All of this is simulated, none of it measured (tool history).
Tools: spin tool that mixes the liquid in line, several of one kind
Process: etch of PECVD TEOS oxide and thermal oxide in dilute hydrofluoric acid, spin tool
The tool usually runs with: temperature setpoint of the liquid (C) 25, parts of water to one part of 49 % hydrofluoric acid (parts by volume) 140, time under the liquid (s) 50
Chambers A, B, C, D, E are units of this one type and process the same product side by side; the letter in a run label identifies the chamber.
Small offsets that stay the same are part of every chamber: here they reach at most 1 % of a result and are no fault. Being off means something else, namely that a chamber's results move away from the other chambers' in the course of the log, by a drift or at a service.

run,hour,temperature setpoint of the liquid (C),parts of water to one part of 49 % hydrofluoric acid (parts by volume),time under the liquid (s),"read-back film thickness of the PECVD TEOS oxide reference wafer, read on the same gauge (nm)","read-back film thickness of the thermal oxide reference wafer, read on the same gauge (nm)",thickness taken off the PECVD TEOS oxide on a monitor wafer (Å),thickness taken off the thermal oxide on a monitor wafer (Å)
1E,4.8,25,140,50,90.019,119.98,85.893,16.844
2C,13.8,25,140,50,90.016,119.98,84.46,17.065
3B,20.7,25,140,50,90.013,119.98,85.059,16.462
4D,27.1,25,140,50,89.977,119.99,85.594,16.984
5A,33.1,25,140,50,89.99,120.01,86.246,17.504
6A,37.5,25,140,50,89.996,120,85.331,17.085
7B,45.5,25,140,50,89.993,119.99,84.469,17.102
8C,51,25,140,50,90.011,120.01,85.301,17.291
9E,57.7,25,140,50,90.004,120,85.624,16.999
# hour 60.6: chamber E: hydrofluoric acid flow meter replaced
10D,64.2,25,140,50,90.017,120,85.922,16.812
11C,71.4,25,140,50,89.991,119.99,85.327,17.108
12D,77.7,25,200,50,90.014,119.99,56.263,11.168
13E,83.4,25,200,50,90.019,120.01,56.24,10.912
14B,87.3,25,200,50,89.986,119.95,55.565,11.157
15A,92.7,25,200,50,89.998,120.04,55.783,11.206
16A,98.2,25,200,50,89.976,119.97,55.438,10.776
17C,105.9,25,140,50,90.003,120.01,85.546,16.744
18D,114.1,25,140,50,89.986,120,86.058,16.944
19B,118,25,140,50,90.035,120,85.183,16.524
20E,124.4,25,140,50,90,120.02,86.857,16.871
21A,133.3,25,140,50,89.997,120,84.848,16.956
22C,139.5,25,140,50,90.001,119.97,84.688,16.691
23B,148.2,25,140,50,90.004,120.03,84.689,16.363
# hour 155.5: chamber A: thermometer replaced
24D,155.8,25,140,50,90.014,120.02,86.757,16.805
25E,161.5,25,140,50,90.001,119.98,86.342,16.711
26A,168.8,25,140,50,90.022,119.99,86.642,17.335
27D,174.4,29.5,140,50,89.995,119.98,102.42,20.602
28B,182.3,29.5,140,50,90.005,120,101.49,19.963
29C,191.3,29.5,140,50,90.007,120,100.97,20.12
30E,197.6,29.5,140,50,89.999,119.99,103.06,19.801
31B,201.8,29.5,140,50,89.987,119.95,101.42,20.221
32E,207.6,25,140,50,89.997,120.01,85.993,16.952
33D,214.5,25,140,50,90.007,120.01,85.421,17.016
34C,219.1,25,140,50,89.984,120.01,83.756,16.776
35A,223.4,25,140,50,89.995,120.01,86.075,17.383
36D,232.2,25,115,50,90.005,120.01,107.98,21.415
37E,239.4,25,115,50,90.007,120.02,109.04,21.184

All 5 chambers run these settings next. Forecast each chamber's results:
38A,245.9,21,140,50,,,?,?
38B,245.9,21,140,50,,,?,?
38C,245.9,21,140,50,,,?,?
38D,245.9,21,140,50,,,?,?
38E,245.9,21,140,50,,,?,?

run,thickness taken off the PECVD TEOS oxide on a monitor wafer (Å),thickness taken off the thermal oxide on a monitor wafer (Å)
38A,73.611,14.564
38B,72.872,14.832
38C,73.007,14.764
38D,73.093,14.178
38E,74.22,14.444

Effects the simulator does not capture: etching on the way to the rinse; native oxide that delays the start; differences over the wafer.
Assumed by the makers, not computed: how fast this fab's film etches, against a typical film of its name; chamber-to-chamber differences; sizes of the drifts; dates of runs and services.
